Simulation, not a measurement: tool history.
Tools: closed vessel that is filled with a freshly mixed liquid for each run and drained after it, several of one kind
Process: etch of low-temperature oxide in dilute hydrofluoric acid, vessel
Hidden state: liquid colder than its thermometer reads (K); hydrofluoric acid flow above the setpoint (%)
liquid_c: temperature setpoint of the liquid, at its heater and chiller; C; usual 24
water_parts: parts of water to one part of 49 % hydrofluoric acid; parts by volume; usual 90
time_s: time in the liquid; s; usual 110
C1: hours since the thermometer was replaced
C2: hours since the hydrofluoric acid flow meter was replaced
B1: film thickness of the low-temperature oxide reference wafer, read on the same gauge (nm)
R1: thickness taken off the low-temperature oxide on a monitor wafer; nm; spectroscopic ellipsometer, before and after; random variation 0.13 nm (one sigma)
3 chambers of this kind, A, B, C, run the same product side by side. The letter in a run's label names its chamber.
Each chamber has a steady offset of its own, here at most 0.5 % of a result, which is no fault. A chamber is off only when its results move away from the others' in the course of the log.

run 1B day=0.296 | liquid_c=24 water_parts=90 time_s=110 | C1=1232.8 C2=254.2 | B1=40.025 | R1=13.143
run 2A day=0.829 | liquid_c=24 water_parts=90 time_s=110 | C1=102 C2=873.8 | B1=40.001 | R1=13.026
run 3C day=1.3 | liquid_c=24 water_parts=90 time_s=110 | C1=1155.1 C2=55.8 | B1=39.986 | R1=13.046
run 4A day=1.712 | liquid_c=24 water_parts=90 time_s=110 | C1=123.2 C2=895 | B1=39.988 | R1=12.923
run 5C day=2.138 | liquid_c=24 water_parts=90 time_s=110 | C1=1175.2 C2=75.9 | B1=39.981 | R1=13.394
run 6B day=2.425 | liquid_c=24 water_parts=90 time_s=110 | C1=1283.9 C2=305.3 | B1=40.027 | R1=13.018
run 7C day=2.821 | liquid_c=24 water_parts=90 time_s=110 | C1=1191.6 C2=92.3 | B1=39.98 | R1=13.167
run 8A day=3.233 | liquid_c=24 water_parts=90 time_s=110 | C1=159.7 C2=931.5 | B1=39.983 | R1=13.122
run 9B day=3.579 | liquid_c=24 water_parts=90 time_s=110 | C1=1311.6 C2=333 | B1=40.032 | R1=13.269
run 10A day=4.083 | liquid_c=24 water_parts=90 time_s=110 | C1=180.1 C2=951.9 | B1=40.027 | R1=13.089
run 11B day=4.412 | liquid_c=24 water_parts=90 time_s=65 | C1=1331.6 C2=353 | B1=40.008 | R1=7.7392
run 12C day=4.858 | liquid_c=24 water_parts=90 time_s=65 | C1=1240.5 C2=141.2 | B1=40.037 | R1=7.9323
run 13A day=5.171 | liquid_c=24 water_parts=90 time_s=65 | C1=206.2 C2=978 | B1=40.026 | R1=7.6194
run 14C day=5.638 | liquid_c=25.5 water_parts=125 time_s=110 | C1=1259.2 C2=159.9 | B1=39.964 | R1=9.678
run 15B day=5.929 | liquid_c=25.5 water_parts=125 time_s=110 | C1=1368 C2=389.4 | B1=39.99 | R1=9.7132
run 16B day=6.346 | liquid_c=25.5 water_parts=125 time_s=110 | C1=1378 C2=399.4 | B1=39.993 | R1=9.7657
run 17C day=6.771 | liquid_c=20.5 water_parts=90 time_s=145 | C1=1286.4 C2=187.1 | B1=39.952 | R1=15.105
run 18A day=7.183 | liquid_c=20.5 water_parts=90 time_s=145 | C1=254.5 C2=1026.3 | B1=40.073 | R1=14.93
run 19C day=7.421 | liquid_c=20.5 water_parts=90 time_s=145 | C1=1302 C2=202.7 | B1=40.008 | R1=14.91
run 20B day=7.742 | liquid_c=27.5 water_parts=90 time_s=110 | C1=1411.5 C2=432.9 | B1=39.998 | R1=15.19
run 21A day=8.058 | liquid_c=27.5 water_parts=90 time_s=110 | C1=275.5 C2=1047.3 | B1=39.994 | R1=15.284
run 22A day=8.312 | liquid_c=27.5 water_parts=90 time_s=110 | C1=281.6 C2=1053.4 | B1=39.964 | R1=15.189
run 23C day=8.692 | liquid_c=24 water_parts=90 time_s=110 | C1=1332.5 C2=233.2 | B1=39.95 | R1=13.171
run 24B day=9.167 | liquid_c=24 water_parts=90 time_s=110 | C1=1445.7 C2=467.1 | B1=40.019 | R1=13.307
run 25C day=9.679 | liquid_c=24 water_parts=90 time_s=110 | C1=1356.2 C2=256.9 | B1=39.971 | R1=13.015
run 26B day=10.171 | liquid_c=24 water_parts=90 time_s=110 | C1=1469.8 C2=491.2 | B1=40.011 | R1=13.078
run 27A day=10.625 | liquid_c=24 water_parts=115 time_s=110 | C1=337.1 C2=1108.9 | B1=39.97 | R1=9.8786
run 28C day=11.158 | liquid_c=24 water_parts=115 time_s=110 | C1=1391.7 C2=292.4 | B1=39.96 | R1=9.8651
run 29B day=11.638 | liquid_c=24 water_parts=115 time_s=110 | C1=1505 C2=526.4 | B1=40.005 | R1=9.9521
run 30A day=12.042 | liquid_c=24 water_parts=90 time_s=110 | C1=371.1 C2=1142.9 | B1=40.003 | R1=13.154
run 31C day=12.329 | liquid_c=24 water_parts=90 time_s=110 | C1=1419.8 C2=320.5 | B1=40.022 | R1=12.921
run 32A day=12.871 | liquid_c=24 water_parts=90 time_s=110 | C1=391 C2=1162.8 | B1=39.996 | R1=13.158
run 33B day=13.35 | liquid_c=24 water_parts=90 time_s=110 | C1=1546.1 C2=567.5 | B1=39.988 | R1=13.128
run 34B day=13.762 | liquid_c=20.5 water_parts=115 time_s=110 | C1=1556 C2=577.4 | B1=39.919 | R1=8.645
run 35C day=14.275 | liquid_c=20.5 water_parts=115 time_s=110 | C1=1466.5 C2=367.2 | B1=40.038 | R1=8.7189
run 36A day=14.542 | liquid_c=20.5 water_parts=115 time_s=110 | C1=431.1 C2=1202.9 | B1=39.961 | R1=8.4976
run 37A day=15.083 | liquid_c=24 water_parts=115 time_s=110 | C1=444.1 C2=1215.9 | B1=40.012 | R1=9.888
run 38C day=15.442 | liquid_c=24 water_parts=115 time_s=110 | C1=1494.5 C2=395.2 | B1=40.053 | R1=10.053
run 39B day=15.958 | liquid_c=24 water_parts=115 time_s=110 | C1=1608.7 C2=630.1 | B1=39.992 | R1=9.7842
run 40C day=16.258 | liquid_c=24 water_parts=90 time_s=110 | C1=1514.1 C2=414.8 | B1=39.997 | R1=13.165
run 41B day=16.533 | liquid_c=24 water_parts=90 time_s=110 | C1=1622.5 C2=643.9 | B1=40.008 | R1=13.347
run 42A day=16.838 | liquid_c=24 water_parts=90 time_s=110 | C1=486.2 C2=1258 | B1=40.032 | R1=13.265

Next, every chamber runs the same settings. What will each give?
run 43A day=17.229 | liquid_c=24 water_parts=90 time_s=80 | R1=?
run 43B day=17.229 | liquid_c=24 water_parts=90 time_s=80 | R1=?
run 43C day=17.229 | liquid_c=24 water_parts=90 time_s=80 | R1=?

run=43A R1=9.4077
run=43B R1=9.518
run=43C R1=9.8308
